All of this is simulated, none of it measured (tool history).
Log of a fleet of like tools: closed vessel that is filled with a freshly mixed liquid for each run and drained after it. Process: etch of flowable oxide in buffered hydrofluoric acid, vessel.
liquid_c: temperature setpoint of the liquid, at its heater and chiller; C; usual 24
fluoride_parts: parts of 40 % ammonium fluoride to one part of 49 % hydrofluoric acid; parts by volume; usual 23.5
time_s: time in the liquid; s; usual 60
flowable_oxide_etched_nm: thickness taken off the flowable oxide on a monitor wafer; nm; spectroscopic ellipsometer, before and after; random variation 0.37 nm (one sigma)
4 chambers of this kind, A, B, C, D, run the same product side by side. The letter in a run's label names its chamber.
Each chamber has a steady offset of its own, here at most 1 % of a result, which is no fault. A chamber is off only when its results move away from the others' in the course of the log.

| run | hour | liquid_c | fluoride_parts | time_s | hours since the thermometer was replaced | hours since the hydrofluoric acid flow meter was replaced | read-back film thickness of the flowable oxide reference wafer, read on the same gauge (nm) | flowable_oxide_etched_nm |
|---|---|---|---|---|---|---|---|---|
| 1A | 10.8 | 24 | 23.5 | 60 | 219.2 | 213.5 | 30.006 | 56.043 |
| 2B | 21.2 | 24 | 23.5 | 60 | 1835.6 | 227.8 | 30.022 | 55.761 |
| 3D | 35.7 | 24 | 23.5 | 60 | 457 | 1189.7 | 30.028 | 56.332 |
| 4C | 44.9 | 24 | 23.5 | 60 | 547.7 | 236.1 | 30.012 | 55.769 |
| 5C | 58 | 24 | 23.5 | 60 | 560.8 | 249.2 | 30.003 | 56.222 |
| 6D | 68.9 | 24 | 23.5 | 60 | 490.2 | 1222.9 | 29.988 | 56.22 |
| 7A | 79.6 | 20 | 23.5 | 60 | 288 | 282.3 | 30.023 | 44.655 |
| 8B | 88.7 | 20 | 23.5 | 60 | 1903.1 | 295.3 | 30.022 | 44.558 |
| 9B | 103.5 | 20 | 23.5 | 60 | 1917.9 | 310.1 | 30.013 | 44.614 |
| 10A | 115.7 | 20 | 23.5 | 60 | 324.1 | 318.4 | 29.999 | 44.549 |
| 11D | 124.8 | 24 | 23.5 | 60 | 546.1 | 1278.8 | 30.021 | 56.906 |
| 12C | 137.2 | 24 | 23.5 | 60 | 640 | 328.4 | 29.968 | 55.948 |
| 13B | 151.9 | 24 | 23.5 | 60 | 1966.3 | 358.5 | 30.042 | 55.097 |
| 14C | 159.4 | 24 | 29.5 | 60 | 662.2 | 350.6 | 29.984 | 48.069 |
| 15D | 169.7 | 24 | 29.5 | 60 | 591 | 1323.7 | 30.043 | 48.019 |
| 16A | 185 | 24 | 29.5 | 60 | 393.4 | 387.7 | 29.982 | 48.154 |
| 17B | 192.8 | 24 | 29.5 | 60 | 2007.2 | 399.4 | 30.014 | 45.993 |
| 18D | 201.6 | 24 | 23.5 | 60 | 622.9 | 1355.6 | 29.987 | 55.703 |
| 19A | 215.3 | 24 | 23.5 | 60 | 423.7 | 418 | 29.995 | 56.236 |
| 20C | 230.2 | 24 | 23.5 | 60 | 733 | 421.4 | 30.011 | 55.438 |
| 21A | 237.3 | 24 | 23.5 | 30 | 445.7 | 440 | 29.978 | 27.93 |
| 22D | 252 | 24 | 23.5 | 30 | 673.3 | 1406 | 30.014 | 28.426 |
| 23B | 262.9 | 24 | 23.5 | 30 | 2077.3 | 469.5 | 29.97 | 26.829 |
| 24C | 273.6 | 24 | 23.5 | 30 | 776.4 | 464.8 | 30.029 | 28.233 |
| 25B | 287.5 | 21 | 17 | 60 | 2101.9 | 494.1 | 29.978 | 59.259 |
| 26A | 299.4 | 21 | 17 | 60 | 507.8 | 502.1 | 30.005 | 62.176 |
| 27C | 311.7 | 21 | 17 | 60 | 814.5 | 502.9 | 29.981 | 62.344 |
| 28D | 324 | 21 | 17 | 60 | 745.3 | 1478 | 29.994 | 62.625 |
| 29B | 339.4 | 24 | 23.5 | 60 | 2153.8 | 546 | 29.969 | 52.427 |
| 30D | 346.2 | 24 | 16 | 85 | 767.5 | 1500.2 | 30.004 | 110.93 |
| 31C | 358.2 | 24 | 16 | 85 | 861 | 549.4 | 29.99 | 109.5 |
| 32A | 370.3 | 24 | 16 | 85 | 578.7 | 573 | 29.976 | 108.18 |

Is one chamber off against the others, does the gauge drift, or is nothing wrong? If a chamber is off, say which, and what the likeliest cause is.

Chamber B drifts away from the others.
Cause: hydrofluoric acid flow below the setpoint (%) = 9.06.
The log may not tell that from: liquid colder than its thermometer reads (K).

Here are 4 candidates for chamber B's next run, each the usual settings with a change, their results left as question marks. Which one brings its results back in line with what the others give on the usual settings?
In line means no further than this from the other chambers' mean on the usual settings: flowable_oxide_etched_nm 1.3 nm
| 33B-1 | 381.5 | 24.5 | 23.5 | 60 |  |  |  | ? |
| 33B-2 | 381.5 | 23.5 | 25 | 60 |  |  |  | ? |
| 33B-3 | 381.5 | 24 | 24.5 | 60 |  |  |  | ? |
| 33B-4 | 381.5 | 24 | 21.5 | 60 |  |  |  | ? |

The other chambers' mean on the usual settings: flowable_oxide_etched_nm 55.987 nm
| run | flowable_oxide_etched_nm |
|---|---|
| 33B-1 | 53.849 |
| 33B-2 | 48.867 |
| 33B-3 | 50.916 |
| 33B-4 | 55.785 |
33B-4 brings the chamber back in line.
